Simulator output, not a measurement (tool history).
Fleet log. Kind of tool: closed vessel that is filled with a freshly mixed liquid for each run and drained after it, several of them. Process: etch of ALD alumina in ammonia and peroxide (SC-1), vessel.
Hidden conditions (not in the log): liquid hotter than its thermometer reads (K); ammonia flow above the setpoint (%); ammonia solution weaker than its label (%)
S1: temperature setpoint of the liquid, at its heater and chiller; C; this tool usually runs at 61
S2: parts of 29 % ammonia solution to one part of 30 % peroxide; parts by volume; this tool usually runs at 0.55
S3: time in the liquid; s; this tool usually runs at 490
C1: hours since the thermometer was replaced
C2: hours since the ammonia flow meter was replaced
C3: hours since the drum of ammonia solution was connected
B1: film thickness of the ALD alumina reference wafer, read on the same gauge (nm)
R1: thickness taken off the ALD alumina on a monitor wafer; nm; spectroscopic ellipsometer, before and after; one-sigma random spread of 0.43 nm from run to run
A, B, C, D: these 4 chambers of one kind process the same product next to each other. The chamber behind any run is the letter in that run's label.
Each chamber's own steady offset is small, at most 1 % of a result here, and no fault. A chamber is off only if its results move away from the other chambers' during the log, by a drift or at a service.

At hour 6.9: chamber D: new drum of ammonia solution connected.
Run 1A, hour 7.3: usual settings; C1 1165.6; C2 442.0; C3 264.2; B1 49.974. Result: R1 52.051 nm.
Run 2D, hour 13.1: usual settings; C1 828.3; C2 1105.1; C3 6.2; B1 49.986. Result: R1 52.864 nm.
Run 3C, hour 19.0: usual settings; C1 1695.7; C2 1543.0; C3 204.1; B1 50.009. Result: R1 52.901 nm.
Run 4B, hour 29.9: usual settings; C1 599.0; C2 1359.3; C3 49.3; B1 49.990. Result: R1 52.865 nm.
Run 5A, hour 37.3: usual settings; C1 1195.6; C2 472.0; C3 294.2; B1 50.057. Result: R1 51.632 nm.
Run 6C, hour 45.8: usual settings; C1 1722.5; C2 1569.8; C3 230.9; B1 49.985. Result: R1 52.722 nm.
Run 7D, hour 54.6: usual settings; C1 869.8; C2 1146.6; C3 47.7; B1 50.044. Result: R1 52.381 nm.
Run 8B, hour 65.7: usual settings; C1 634.8; C2 1395.1; C3 85.1; B1 49.988. Result: R1 52.519 nm.
Run 9A, hour 75.6: usual settings; C1 1233.9; C2 510.3; C3 332.5; B1 50.009. Result: R1 52.105 nm.
Run 10D, hour 85.7: usual settings but S1 70 C, S2 0.30 parts by volume; C1 900.9; C2 1177.7; C3 78.8; B1 50.021. Result: R1 76.663 nm.
Run 11C, hour 94.1: usual settings but S1 70 C, S2 0.30 parts by volume; C1 1770.8; C2 1618.1; C3 279.2; B1 50.009. Result: R1 76.554 nm.
At hour 95.3: chamber D: ammonia flow meter replaced.
Run 12B, hour 99.0: usual settings but S1 70 C, S2 0.30 parts by volume; C1 668.1; C2 1428.4; C3 118.4; B1 50.028. Result: R1 77.473 nm.
Run 13D, hour 108.4: usual settings but S1 70 C, S2 0.30 parts by volume; C1 923.6; C2 13.1; C3 101.5; B1 50.014. Result: R1 78.629 nm.
At hour 110.3: chamber C: thermometer replaced.
Run 14C, hour 114.0: usual settings; C1 3.7; C2 1638.0; C3 299.1; B1 49.997. Result: R1 52.319 nm.
Run 15A, hour 119.9: usual settings; C1 1278.2; C2 554.6; C3 376.8; B1 50.014. Result: R1 52.114 nm.
At hour 127.9: chamber A: thermometer replaced.
Run 16B, hour 129.7: usual settings; C1 698.8; C2 1459.1; C3 149.1; B1 50.016. Result: R1 52.645 nm.
Run 17B, hour 136.4: usual settings; C1 705.5; C2 1465.8; C3 155.8; B1 50.032. Result: R1 52.991 nm.
Run 18A, hour 146.5: usual settings; C1 18.7; C2 581.2; C3 403.4; B1 49.941. Result: R1 51.929 nm.
Run 19C, hour 155.1: usual settings; C1 44.8; C2 1679.1; C3 340.2; B1 49.992. Result: R1 52.594 nm.
Run 20D, hour 163.3: usual settings but S2 0.35 parts by volume; C1 978.5; C2 68.0; C3 156.4; B1 49.966. Result: R1 52.465 nm.
Run 21C, hour 172.0: usual settings but S2 0.35 parts by volume; C1 61.7; C2 1696.0; C3 357.1; B1 49.958. Result: R1 50.286 nm.
Run 22A, hour 179.9: usual settings but S2 0.35 parts by volume; C1 52.1; C2 614.6; C3 436.8; B1 49.998. Result: R1 50.166 nm.
Run 23D, hour 187.0: usual settings but S2 0.35 parts by volume; C1 1002.2; C2 91.7; C3 180.1; B1 50.039. Result: R1 52.516 nm.
Run 24B, hour 195.7: usual settings; C1 764.8; C2 1525.1; C3 215.1; B1 49.981. Result: R1 53.047 nm.
Run 25B, hour 201.3: usual settings; C1 770.4; C2 1530.7; C3 220.7; B1 49.997. Result: R1 53.069 nm.
Run 26D, hour 209.1: usual settings; C1 1024.3; C2 113.8; C3 202.2; B1 50.020. Result: R1 54.702 nm.
Run 27A, hour 217.8: usual settings; C1 90.0; C2 652.5; C3 474.7; B1 50.025. Result: R1 52.238 nm.
At hour 219.6: chamber C: ammonia flow meter replaced.
Run 28C, hour 226.8: usual settings; C1 116.5; C2 7.2; C3 411.9; B1 49.991. Result: R1 52.242 nm.
Run 29B, hour 234.9: usual settings; C1 804.0; C2 1564.3; C3 254.3; B1 49.971. Result: R1 53.171 nm.
Run 30D, hour 244.1: usual settings; C1 1059.3; C2 148.8; C3 237.2; B1 49.989. Result: R1 56.007 nm.
Run 31A, hour 255.1: usual settings; C1 127.3; C2 689.8; C3 512.0; B1 49.996. Result: R1 52.164 nm.
Run 32C, hour 263.3: usual settings; C1 153.0; C2 43.7; C3 448.4; B1 49.970. Result: R1 52.672 nm.
Run 33D, hour 271.7: usual settings; C1 1086.9; C2 176.4; C3 264.8; B1 49.981. Result: R1 56.719 nm.
Run 34B, hour 280.7: usual settings; C1 849.8; C2 1610.1; C3 300.1; B1 50.020. Result: R1 52.952 nm.
Run 35A, hour 285.6: usual settings; C1 157.8; C2 720.3; C3 542.5; B1 49.981. Result: R1 52.332 nm.
Run 36C, hour 292.0: usual settings; C1 181.7; C2 72.4; C3 477.1; B1 50.004. Result: R1 53.125 nm.
Run 37B, hour 299.0: usual settings; C1 868.1; C2 1628.4; C3 318.4; B1 49.950. Result: R1 52.942 nm.
Run 38C, hour 306.7: usual settings; C1 196.4; C2 87.1; C3 491.8; B1 49.984. Result: R1 52.483 nm.
Run 39A, hour 315.7: usual settings; C1 187.9; C2 750.4; C3 572.6; B1 50.009. Result: R1 52.698 nm.
At hour 317.6: chamber C: new drum of ammonia solution connected.
Run 40D, hour 325.7: usual settings; C1 1140.9; C2 230.4; C3 318.8; B1 49.949. Result: R1 58.512 nm.
Run 41B, hour 334.2: usual settings; C1 903.3; C2 1663.6; C3 353.6; B1 49.927. Result: R1 53.774 nm.
Run 42C, hour 341.3: usual settings; C1 231.0; C2 121.7; C3 23.7; B1 50.023. Result: R1 52.382 nm.

Predict what each chamber gives when all 4 of them run the settings below next.
Run 43A, hour 349.3: usual settings. Result: R1 ?.
Run 43B, hour 349.3: usual settings. Result: R1 ?.
Run 43C, hour 349.3: usual settings. Result: R1 ?.
Run 43D, hour 349.3: usual settings. Result: R1 ?.

run      R1
43A  52.500
43B  52.979
43C  52.522
43D  58.877
